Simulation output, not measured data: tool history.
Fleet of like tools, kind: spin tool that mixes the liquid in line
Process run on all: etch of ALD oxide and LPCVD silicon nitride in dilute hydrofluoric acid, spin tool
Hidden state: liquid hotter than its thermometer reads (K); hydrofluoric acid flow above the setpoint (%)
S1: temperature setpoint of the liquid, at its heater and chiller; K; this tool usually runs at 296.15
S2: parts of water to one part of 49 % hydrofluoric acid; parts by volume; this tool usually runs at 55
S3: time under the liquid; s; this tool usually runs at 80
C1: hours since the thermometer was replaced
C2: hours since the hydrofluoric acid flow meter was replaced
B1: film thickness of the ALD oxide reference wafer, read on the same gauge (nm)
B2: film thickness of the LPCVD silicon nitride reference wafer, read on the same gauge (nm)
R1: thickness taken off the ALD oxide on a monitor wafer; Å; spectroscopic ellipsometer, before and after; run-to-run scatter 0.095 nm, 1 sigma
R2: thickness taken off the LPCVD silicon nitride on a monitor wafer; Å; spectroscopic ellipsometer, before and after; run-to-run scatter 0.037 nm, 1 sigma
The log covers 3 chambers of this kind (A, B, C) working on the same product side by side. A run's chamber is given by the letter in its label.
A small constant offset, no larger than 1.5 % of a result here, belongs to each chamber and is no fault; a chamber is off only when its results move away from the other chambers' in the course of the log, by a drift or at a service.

Run 1B, hour 12.0: usual settings; C1 692.2; C2 269.1; B1 90.017; B2 150.00. Result: R1 204.11 Å, R2 7.4507 Å.
Run 2A, hour 24.3: usual settings; C1 618.2; C2 486.8; B1 89.990; B2 150.00. Result: R1 204.07 Å, R2 7.0446 Å.
Run 3C, hour 35.6: usual settings; C1 2016.9; C2 530.2; B1 90.012; B2 149.99. Result: R1 205.97 Å, R2 7.2044 Å.
Run 4C, hour 41.6: usual settings; C1 2022.9; C2 536.2; B1 90.023; B2 150.01. Result: R1 204.58 Å, R2 7.4094 Å.
Run 5A, hour 48.6: usual settings; C1 642.5; C2 511.1; B1 90.007; B2 150.02. Result: R1 205.82 Å, R2 7.1848 Å.
Run 6B, hour 56.9: usual settings; C1 737.1; C2 314.0; B1 89.984; B2 150.02. Result: R1 203.96 Å, R2 7.1313 Å.
Run 7B, hour 62.8: usual settings but S3 105 s; C1 743.0; C2 319.9; B1 89.995; B2 149.99. Result: R1 267.95 Å, R2 9.4069 Å.
Run 8C, hour 70.6: usual settings but S3 105 s; C1 2051.9; C2 565.2; B1 89.994; B2 150.01. Result: R1 268.69 Å, R2 9.2351 Å.
Run 9A, hour 82.7: usual settings but S3 105 s; C1 676.6; C2 545.2; B1 90.003; B2 149.98. Result: R1 268.26 Å, R2 9.4081 Å.
Run 10A, hour 88.4: usual settings; C1 682.3; C2 550.9; B1 90.014; B2 150.01. Result: R1 204.20 Å, R2 6.7220 Å.
Run 11B, hour 97.8: usual settings; C1 778.0; C2 354.9; B1 90.010; B2 150.01. Result: R1 204.14 Å, R2 6.7927 Å.
Run 12C, hour 108.0: usual settings; C1 2089.3; C2 602.6; B1 90.009; B2 150.00. Result: R1 203.33 Å, R2 7.6430 Å.
Run 13A, hour 115.8: usual settings; C1 709.7; C2 578.3; B1 90.006; B2 149.99. Result: R1 204.81 Å, R2 7.6521 Å.
Run 14B, hour 128.0: usual settings; C1 808.2; C2 385.1; B1 90.009; B2 149.99. Result: R1 204.60 Å, R2 7.0912 Å.
Run 15C, hour 135.2: usual settings; C1 2116.5; C2 629.8; B1 89.994; B2 149.98. Result: R1 203.22 Å, R2 7.0184 Å.
Run 16B, hour 140.7: usual settings; C1 820.9; C2 397.8; B1 89.996; B2 150.03. Result: R1 203.29 Å, R2 6.6808 Å.
Run 17A, hour 151.8: usual settings; C1 745.7; C2 614.3; B1 90.002; B2 149.98. Result: R1 205.33 Å, R2 7.8731 Å.
Run 18C, hour 163.9: usual settings; C1 2145.2; C2 658.5; B1 90.004; B2 150.00. Result: R1 203.53 Å, R2 7.1015 Å.
At hour 164.4: chamber A: hydrofluoric acid flow meter replaced.
Run 19C, hour 172.3: usual settings; C1 2153.6; C2 666.9; B1 90.009; B2 150.01. Result: R1 204.97 Å, R2 7.8089 Å.
Run 20B, hour 184.8: usual settings; C1 865.0; C2 441.9; B1 90.002; B2 149.98. Result: R1 204.97 Å, R2 7.1497 Å.
Run 21A, hour 192.3: usual settings; C1 786.2; C2 28.0; B1 89.996; B2 150.00. Result: R1 205.14 Å, R2 7.3098 Å.
At hour 193.2: chamber C: thermometer replaced.
Run 22C, hour 200.7: usual settings; C1 7.5; C2 695.3; B1 90.012; B2 149.99. Result: R1 205.31 Å, R2 7.3280 Å.
Run 23A, hour 207.3: usual settings; C1 801.2; C2 43.0; B1 89.992; B2 149.99. Result: R1 203.93 Å, R2 7.2977 Å.
Run 24B, hour 213.2: usual settings; C1 893.4; C2 470.3; B1 90.019; B2 150.01. Result: R1 206.65 Å, R2 7.3328 Å.
Run 25A, hour 221.3: usual settings but S2 30 parts by volume; C1 815.2; C2 57.0; B1 89.994; B2 149.99. Result: R1 383.25 Å, R2 13.0780 Å.
Run 26C, hour 229.9: usual settings but S2 30 parts by volume; C1 36.7; C2 724.5; B1 90.030; B2 150.01. Result: R1 392.42 Å, R2 12.6410 Å.
Run 27B, hour 237.0: usual settings but S2 30 parts by volume; C1 917.2; C2 494.1; B1 90.026; B2 150.00. Result: R1 391.29 Å, R2 12.6760 Å.
Run 28A, hour 244.7: usual settings; C1 838.6; C2 80.4; B1 89.987; B2 149.99. Result: R1 204.39 Å, R2 7.5157 Å.
Run 29B, hour 251.5: usual settings; C1 931.7; C2 508.6; B1 90.001; B2 149.98. Result: R1 204.44 Å, R2 7.5596 Å.
Run 30C, hour 262.8: usual settings; C1 69.6; C2 757.4; B1 90.010; B2 150.01. Result: R1 204.10 Å, R2 7.2737 Å.
Run 31B, hour 271.4: usual settings; C1 951.6; C2 528.5; B1 89.999; B2 149.99. Result: R1 205.01 Å, R2 6.7206 Å.
Run 32A, hour 277.0: usual settings; C1 870.9; C2 112.7; B1 89.996; B2 149.99. Result: R1 204.09 Å, R2 7.1386 Å.
Run 33C, hour 285.2: usual settings; C1 92.0; C2 779.8; B1 89.993; B2 150.00. Result: R1 204.06 Å, R2 7.1649 Å.
Run 34A, hour 290.7: usual settings; C1 884.6; C2 126.4; B1 90.002; B2 150.00. Result: R1 203.88 Å, R2 6.8420 Å.
Run 35B, hour 301.7: usual settings; C1 981.9; C2 558.8; B1 89.994; B2 150.01. Result: R1 204.72 Å, R2 7.4705 Å.
Run 36C, hour 309.2: usual settings; C1 116.0; C2 803.8; B1 90.005; B2 149.99. Result: R1 204.79 Å, R2 6.5734 Å.
Run 37A, hour 317.8: usual settings; C1 911.7; C2 153.5; B1 89.994; B2 150.01. Result: R1 204.87 Å, R2 6.9777 Å.

Is one chamber off against the others, does the gauge drift, or is nothing wrong? If a chamber is off, say which, and what the likeliest cause is.

All chambers stay in line apart from their small fixed offsets, and the gauge does not drift.

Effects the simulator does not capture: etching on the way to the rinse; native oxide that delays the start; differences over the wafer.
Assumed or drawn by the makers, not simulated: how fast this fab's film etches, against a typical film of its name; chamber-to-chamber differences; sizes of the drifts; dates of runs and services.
